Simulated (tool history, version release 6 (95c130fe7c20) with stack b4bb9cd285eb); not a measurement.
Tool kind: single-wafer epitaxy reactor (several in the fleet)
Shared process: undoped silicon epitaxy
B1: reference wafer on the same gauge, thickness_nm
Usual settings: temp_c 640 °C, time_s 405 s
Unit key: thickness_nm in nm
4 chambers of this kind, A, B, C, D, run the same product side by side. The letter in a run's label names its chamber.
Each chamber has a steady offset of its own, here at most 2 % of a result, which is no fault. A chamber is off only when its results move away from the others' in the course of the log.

run 1D hour=4.1 | temp_c=640 time_s=405 | B1=48.765 | thickness_nm=54.392
run 2B hour=7.3 | temp_c=640 time_s=405 | B1=48.705 | thickness_nm=55.339
-- hour=10.9 chamber D: pyrometer calibrated
run 3C hour=10.9 | temp_c=640 time_s=405 | B1=48.781 | thickness_nm=54.329
run 4A hour=14.6 | temp_c=640 time_s=405 | B1=48.632 | thickness_nm=54.784
run 5D hour=21.3 | temp_c=640 time_s=405 | B1=48.761 | thickness_nm=55.026
run 6B hour=24.5 | temp_c=640 time_s=405 | B1=48.769 | thickness_nm=55.872
run 7A hour=28.6 | temp_c=640 time_s=405 | B1=48.703 | thickness_nm=54.948
run 8C hour=32.2 | temp_c=640 time_s=405 | B1=48.682 | thickness_nm=54.727
run 9B hour=36.7 | temp_c=654 time_s=369 | B1=48.669 | thickness_nm=69.318
run 10D hour=41.9 | temp_c=654 time_s=369 | B1=48.691 | thickness_nm=67.417
run 11C hour=45.3 | temp_c=654 time_s=369 | B1=48.76 | thickness_nm=66.757
run 12A hour=49.8 | temp_c=654 time_s=369 | B1=48.701 | thickness_nm=66.99
run 13A hour=54.5 | temp_c=640 time_s=405 | B1=48.677 | thickness_nm=54.372
run 14C hour=59.3 | temp_c=640 time_s=405 | B1=48.73 | thickness_nm=54.338
run 15D hour=63.6 | temp_c=646 time_s=481 | B1=48.779 | thickness_nm=73.863
run 16B hour=66.8 | temp_c=646 time_s=481 | B1=48.685 | thickness_nm=75.084
run 17A hour=70.7 | temp_c=646 time_s=481 | B1=48.622 | thickness_nm=74.437
run 18C hour=76 | temp_c=646 time_s=481 | B1=48.759 | thickness_nm=73.474
run 19B hour=81.7 | temp_c=640 time_s=405 | B1=48.65 | thickness_nm=55.9
run 20D hour=84.8 | temp_c=640 time_s=405 | B1=48.682 | thickness_nm=54.956
run 21A hour=91.4 | temp_c=640 time_s=405 | B1=48.71 | thickness_nm=54.804
run 22B hour=96.3 | temp_c=634 time_s=364 | B1=48.662 | thickness_nm=43.609
run 23C hour=101.5 | temp_c=634 time_s=364 | B1=48.683 | thickness_nm=42.739
run 24D hour=104.9 | temp_c=634 time_s=364 | B1=48.674 | thickness_nm=42.847
run 25D hour=110.6 | temp_c=634 time_s=364 | B1=48.655 | thickness_nm=42.431
run 26B hour=116.5 | temp_c=640 time_s=432 | B1=48.742 | thickness_nm=59.641

Next, every chamber runs the same settings. What will each give?
run 27A hour=121.4 | temp_c=640 time_s=465 | thickness_nm=?
run 27B hour=121.4 | temp_c=640 time_s=465 | thickness_nm=?
run 27C hour=121.4 | temp_c=640 time_s=465 | thickness_nm=?
run 27D hour=121.4 | temp_c=640 time_s=465 | thickness_nm=?

run=27A thickness_nm=62.953
run=27B thickness_nm=63.556
run=27C thickness_nm=61.956
run=27D thickness_nm=62.411
